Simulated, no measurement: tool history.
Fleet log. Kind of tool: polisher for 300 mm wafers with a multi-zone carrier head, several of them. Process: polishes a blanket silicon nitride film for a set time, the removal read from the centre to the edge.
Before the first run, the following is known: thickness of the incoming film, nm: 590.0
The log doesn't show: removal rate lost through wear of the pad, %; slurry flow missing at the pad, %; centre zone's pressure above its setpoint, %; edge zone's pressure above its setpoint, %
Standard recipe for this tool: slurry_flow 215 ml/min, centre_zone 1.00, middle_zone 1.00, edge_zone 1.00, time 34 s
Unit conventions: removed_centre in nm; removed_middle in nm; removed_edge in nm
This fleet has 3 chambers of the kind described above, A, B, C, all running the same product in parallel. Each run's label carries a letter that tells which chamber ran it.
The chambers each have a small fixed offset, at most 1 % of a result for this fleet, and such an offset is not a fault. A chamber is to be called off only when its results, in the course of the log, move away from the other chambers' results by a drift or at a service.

run	hour	slurry_flow	centre_zone	middle_zone	edge_zone	time	wafers polished on this pad	hours since the slurry nozzle was cleaned	hours since the centre zone pressure was calibrated	hours since the edge zone pressure was calibrated	removed_centre	removed_middle	removed_edge
1C	10.6	215	1.00	1.00	1.00	34	1094	398.4	893.8	60.7	56.498	57.261	57.982
2A	16.5	215	1.00	1.00	1.00	34	670	151.7	290.3	460.0	57.488	57.106	56.514
# hour 17.6: chamber C: worn pad replaced by a new one
3B	22.6	215	1.00	1.00	1.00	34	626	344.2	773.8	83.7	58.023	57.158	58.134
4C	28.4	215	1.00	1.00	1.00	34	94	416.2	911.6	78.5	57.979	58.553	57.434
5B	36.8	215	1.00	1.00	1.00	34	749	358.4	788.0	97.9	56.884	57.106	57.019
# hour 47.2: chamber C: slurry nozzle cleaned
6A	47.6	215	1.00	1.00	1.00	34	940	182.8	321.4	491.1	58.932	57.924	55.343
7A	55.1	185	1.00	1.00	1.00	34	1005	190.3	328.9	498.6	56.494	57.776	57.343
8C	65.6	185	1.00	1.00	1.00	34	416	18.5	948.8	115.7	55.493	57.775	57.660
9B	76.6	185	1.00	1.00	1.00	34	1094	398.2	827.8	137.7	56.807	56.446	56.943
10B	82.2	215	1.00	1.00	0.94	41	1143	403.8	833.4	143.3	69.989	70.064	66.821
# hour 85.1: chamber A: slurry nozzle cleaned
11C	87.7	215	1.00	1.00	0.94	41	608	40.6	970.9	137.8	69.272	70.565	65.694
# hour 89.9: chamber B: slurry nozzle cleaned
12A	97.6	215	1.00	1.00	0.94	41	1373	12.6	371.4	541.1	69.452	70.354	66.524
# hour 98.6: chamber B: worn pad replaced by a new one
13A	104.4	215	1.00	1.00	1.00	34	1432	19.4	378.2	547.9	57.376	58.312	57.468
14C	111.8	215	0.94	1.00	1.00	29	817	64.7	995.0	161.9	45.068	49.755	48.728
15B	121.0	215	0.94	1.00	1.00	29	194	31.1	872.2	182.1	45.683	47.728	49.022
16B	127.6	215	0.94	1.00	1.00	29	251	37.7	878.8	188.7	45.704	48.721	48.985
# hour 129.5: chamber C: worn pad replaced by a new one
17A	135.3	215	1.00	1.00	1.00	34	1700	50.3	409.1	578.8	56.021	57.296	54.854
18C	144.6	215	1.00	1.00	1.00	34	131	97.5	1027.8	194.7	58.060	58.531	57.053
19B	151.0	215	1.00	1.00	1.00	34	454	61.1	902.2	212.1	58.115	57.091	59.556
20A	161.9	215	1.00	1.00	1.00	34	1931	76.9	435.7	605.4	55.967	57.146	54.996
21C	171.3	215	1.00	1.00	1.00	34	362	124.2	1054.5	221.4	57.662	57.109	57.937
22B	178.1	215	1.00	1.00	1.00	34	690	88.2	929.3	239.2	57.242	57.197	58.632
23A	183.2	215	1.00	1.00	1.00	34	2116	98.2	457.0	626.7	55.830	53.591	53.458
24C	188.8	215	1.00	1.00	1.00	34	514	141.7	1072.0	238.9	57.607	56.402	58.264
25B	194.1	215	1.00	1.00	1.00	34	828	104.2	945.3	255.2	57.428	57.397	57.306
26C	205.3	215	1.00	1.00	1.00	34	657	158.2	1088.5	255.4	57.735	56.993	56.855
27A	214.0	215	1.00	1.00	1.00	34	2383	129.0	487.8	657.5	54.961	54.858	54.068
28A	223.4	215	1.00	1.00	1.00	34	2465	138.4	497.2	666.9	55.133	55.513	53.752
29B	232.0	215	1.00	1.00	1.00	34	1157	142.1	983.2	293.1	57.120	58.239	58.285
# hour 233.7: chamber C: worn pad replaced by a new one
30C	240.9	215	1.00	1.00	1.00	34	62	193.8	1124.1	291.0	57.904	57.170	57.472
31A	251.1	215	1.00	1.04	1.00	34	2705	166.1	524.9	694.6	54.132	56.419	52.744
32C	256.4	215	1.00	1.04	1.00	34	197	209.3	1139.6	306.5	57.091	61.863	57.096
# hour 258.2: chamber B: worn pad replaced by a new one
33B	266.4	215	1.00	1.04	1.00	34	71	176.5	1017.6	327.5	57.985	59.881	57.672
34A	271.3	215	0.96	1.00	1.00	34	2880	186.3	545.1	714.8	51.704	53.265	52.735
35B	281.0	215	0.96	1.00	1.00	34	198	191.1	1032.2	342.1	55.538	60.230	59.047
36C	287.9	215	0.96	1.00	1.00	34	470	240.8	1171.1	338.0	55.236	58.419	58.043
37C	295.0	215	1.00	1.00	1.00	34	532	247.9	1178.2	345.1	57.789	57.214	57.020
38B	303.1	215	1.00	1.00	1.00	34	390	213.2	1054.3	364.2	57.996	57.201	56.136
39A	309.8	215	1.00	1.00	1.00	34	3214	224.8	583.6	753.3	53.012	52.498	52.128
40C	318.8	215	1.00	1.00	1.00	34	738	271.7	1202.0	368.9	57.821	56.409	58.312
# hour 327.1: chamber A: slurry nozzle cleaned
41A	327.8	165	1.00	1.00	0.91	34	3370	0.7	601.6	771.3	50.177	51.403	48.648

Next, every chamber runs the same settings. What will each give?
42A	335.8	215	1.00	1.10	1.00	34					?	?	?
42B	335.8	215	1.00	1.10	1.00	34					?	?	?
42C	335.8	215	1.00	1.10	1.00	34					?	?	?

run	removed_centre	removed_middle	removed_edge
42A	52.336	58.037	52.350
42B	57.387	62.311	57.811
42C	56.733	62.189	56.205
